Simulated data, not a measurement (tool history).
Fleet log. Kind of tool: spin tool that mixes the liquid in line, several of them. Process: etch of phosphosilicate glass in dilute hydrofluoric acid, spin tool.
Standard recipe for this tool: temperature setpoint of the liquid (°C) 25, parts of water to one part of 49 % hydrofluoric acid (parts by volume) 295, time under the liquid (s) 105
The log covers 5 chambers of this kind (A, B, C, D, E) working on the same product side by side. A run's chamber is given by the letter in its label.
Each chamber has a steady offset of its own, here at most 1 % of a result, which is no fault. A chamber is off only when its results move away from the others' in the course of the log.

run,hour,temperature setpoint of the liquid (°C),parts of water to one part of 49 % hydrofluoric acid (parts by volume),time under the liquid (s),hours since the thermometer was replaced,hours since the hydrofluoric acid flow meter was replaced,"read-back film thickness of the phosphosilicate glass reference wafer, read on the same gauge (nm)",thickness taken off the phosphosilicate glass on a monitor wafer (nm)
1C,6.4,25,295,105,2266.9,2447,130.01,28.611
2B,11.5,25,295,105,788.3,520.1,130,29.169
3E,18.2,25,295,105,459.7,377.8,129.99,28.857
4D,25.8,25,295,105,811.1,2176.2,129.99,29.194
5A,30,25,295,105,184.9,675.7,130,28.862
# hour 31.5: chamber D: hydrofluoric acid flow meter replaced
6A,35.1,25,295,105,190,680.8,130.03,29.13
7C,40.8,25,295,105,2301.3,2481.4,130.01,29.483
8E,44.5,25,295,105,486,404.1,129.98,28.737
9D,49.6,25,295,105,834.9,18.2,129.99,29.441
10B,56.4,29,295,105,833.2,565,129.98,32.88
11C,60.9,29,295,105,2321.4,2501.5,130,33.07
12B,66.3,29,295,105,843.1,574.9,129.99,33.434
# hour 67.9: chamber C: hydrofluoric acid flow meter replaced
13E,70.8,29,295,105,512.3,430.4,130.01,32.749
14D,78.9,29,295,105,864.2,47.5,130.02,33.573
15A,84.7,25,345,105,239.6,730.4,129.99,24.884
16C,91.6,25,345,105,2352.1,23.7,130.01,23.753
17D,97.9,25,345,105,883.2,66.5,130.02,24.243
18A,103.1,25,345,105,258,748.8,130.03,24.848
19E,109.7,25,345,105,551.2,469.3,130,23.164
20B,117.7,25,295,105,894.5,626.3,129.99,28.978
21B,122.7,25,295,105,899.5,631.3,130.01,28.955
22E,126.4,25,295,105,567.9,486,129.99,28.777
23C,133,22.5,295,105,2393.5,65.1,130,26.633
24A,137.1,22.5,295,105,292,782.8,129.98,28.742
25D,141.1,22.5,295,105,926.4,109.7,129.98,26.846
26A,146.2,22.5,295,105,301.1,791.9,130.01,29.004
27D,153.8,22.5,295,105,939.1,122.4,130.02,26.884
28E,157.8,25,295,105,599.3,517.4,129.99,28.626
29C,166.3,25,295,105,2426.8,98.4,130.02,29.452
30B,170.5,25,295,105,947.3,679.1,129.99,29.322
31C,175.6,25,295,105,2436.1,107.7,129.97,28.982
32B,180.8,25,295,105,957.6,689.4,129.97,29.658
33E,188.4,25,295,105,629.9,548,129.98,29.104

Each of the 5 chambers runs these same settings next. Fill in every chamber's results:
34A,194.5,23,295,105,,,,?
34B,194.5,23,295,105,,,,?
34C,194.5,23,295,105,,,,?
34D,194.5,23,295,105,,,,?
34E,194.5,23,295,105,,,,?

run,thickness taken off the phosphosilicate glass on a monitor wafer (nm)
34A,30.779
34B,27.224
34C,27.032
34D,28.064
34E,27.31

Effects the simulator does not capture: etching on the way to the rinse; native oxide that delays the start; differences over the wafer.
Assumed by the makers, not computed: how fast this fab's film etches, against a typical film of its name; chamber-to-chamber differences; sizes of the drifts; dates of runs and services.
